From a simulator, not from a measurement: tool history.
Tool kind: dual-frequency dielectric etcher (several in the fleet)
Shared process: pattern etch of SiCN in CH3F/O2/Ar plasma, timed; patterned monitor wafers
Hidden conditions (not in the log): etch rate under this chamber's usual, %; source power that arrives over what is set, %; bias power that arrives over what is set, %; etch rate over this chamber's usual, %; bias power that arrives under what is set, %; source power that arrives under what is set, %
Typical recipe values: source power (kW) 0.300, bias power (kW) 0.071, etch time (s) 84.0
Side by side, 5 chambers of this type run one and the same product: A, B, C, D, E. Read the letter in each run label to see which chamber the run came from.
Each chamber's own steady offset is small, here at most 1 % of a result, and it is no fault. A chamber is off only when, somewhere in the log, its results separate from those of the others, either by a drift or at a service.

run,hour,source power (kW),bias power (kW),etch time (s),hours since the last wet clean,hours since the last source power generator calibration,hours since the last bias power generator calibration,"read-back reference wafer on the same gauge, depth_nm",mean etch depth across the wafer (nm)
1D,12.0,0.300,0.071,84.0,61.9,2126.6,3496.6,24.299,27.901
# hour 18.0: chamber D: source power generator calibrated
2A,19.5,0.300,0.071,84.0,135.2,2687.1,3928.5,24.277,28.278
3E,32.5,0.300,0.071,84.0,72.2,1101.9,1037.0,24.263,28.073
# hour 40.5: chamber A: bias power generator calibrated
4C,45.9,0.300,0.071,84.0,214.6,4560.3,1099.2,24.323,28.139
5B,54.8,0.300,0.071,84.0,424.6,1659.4,1944.1,24.319,27.847
6A,62.0,0.300,0.071,84.0,177.7,2729.6,21.5,24.263,27.727
7E,75.1,0.300,0.071,84.0,114.8,1144.5,1079.6,24.285,28.321
8B,81.4,0.300,0.064,84.0,451.2,1686.0,1970.7,24.337,26.983
# hour 83.6: chamber A: source power generator calibrated
9D,93.4,0.300,0.064,84.0,143.3,75.5,3578.0,24.289,27.251
10C,103.4,0.300,0.064,84.0,272.1,4617.8,1156.7,24.301,27.412
11A,109.6,0.300,0.064,84.0,225.3,26.1,69.1,24.312,26.603
12B,120.0,0.300,0.064,84.0,489.8,1724.6,2009.3,24.308,27.294
# hour 123.5: chamber B: bias power generator calibrated
13D,132.0,0.300,0.071,84.0,181.9,114.1,3616.6,24.295,27.967
14C,140.0,0.300,0.071,84.0,308.7,4654.4,1193.3,24.293,28.490
15E,147.7,0.300,0.071,84.0,187.4,1217.1,1152.2,24.311,28.222
16D,153.9,0.300,0.071,84.0,203.8,136.0,3638.5,24.300,28.155
17E,162.2,0.300,0.071,84.0,201.9,1231.6,1166.7,24.290,28.186
18C,170.2,0.300,0.071,84.0,338.9,4684.6,1223.5,24.289,28.467
19A,176.5,0.300,0.071,84.0,292.2,93.0,136.0,24.293,27.724
# hour 176.9: chamber B: wet clean of the chamber
20B,184.1,0.300,0.071,84.0,7.2,1788.7,60.7,24.312,28.359
21B,195.3,0.300,0.058,75.5,18.4,1799.9,71.9,24.330,23.750
# hour 199.0: chamber C: wet clean of the chamber
22D,203.6,0.300,0.058,75.5,253.5,185.7,3688.2,24.270,23.579
23E,210.3,0.300,0.058,75.5,250.0,1279.7,1214.8,24.311,23.660
# hour 216.2: chamber C: source power generator calibrated
24A,222.1,0.300,0.058,75.5,337.8,138.6,181.6,24.288,23.431
25C,234.9,0.300,0.058,75.5,36.0,18.7,1288.2,24.271,24.003
26C,242.6,0.300,0.071,84.0,43.7,26.4,1295.9,24.291,28.313
27A,248.5,0.300,0.071,84.0,364.2,165.0,208.0,24.247,27.968
28D,256.4,0.300,0.071,84.0,306.3,238.5,3741.0,24.229,28.206
29B,267.4,0.300,0.087,84.0,90.5,1872.0,144.0,24.284,30.677
30E,278.5,0.300,0.087,84.0,318.2,1347.9,1283.0,24.289,30.212
31E,286.3,0.300,0.087,84.0,326.0,1355.7,1290.8,24.289,30.347
32C,295.0,0.300,0.087,84.0,96.1,78.8,1348.3,24.263,30.483
33A,304.3,0.300,0.087,84.0,420.0,220.8,263.8,24.329,30.147
34D,316.1,0.300,0.071,84.0,366.0,298.2,3800.7,24.284,28.226
35B,327.9,0.300,0.062,84.0,151.0,1932.5,204.5,24.271,26.610
36A,337.5,0.300,0.062,84.0,453.2,254.0,297.0,24.323,26.378
37B,349.6,0.300,0.062,84.0,172.7,1954.2,226.2,24.348,26.900
38E,356.7,0.300,0.062,84.0,396.4,1426.1,1361.2,24.352,26.619

Next, all 5 chambers run the settings below, one line each with question marks for the results. What does each chamber give?
39A,366.2,0.300,0.071,84.0,,,,,?
39B,366.2,0.300,0.071,84.0,,,,,?
39C,366.2,0.300,0.071,84.0,,,,,?
39D,366.2,0.300,0.071,84.0,,,,,?
39E,366.2,0.300,0.071,84.0,,,,,?

run,mean etch depth across the wafer (nm)
39A,27.705
39B,28.131
39C,28.646
39D,27.950
39E,28.037
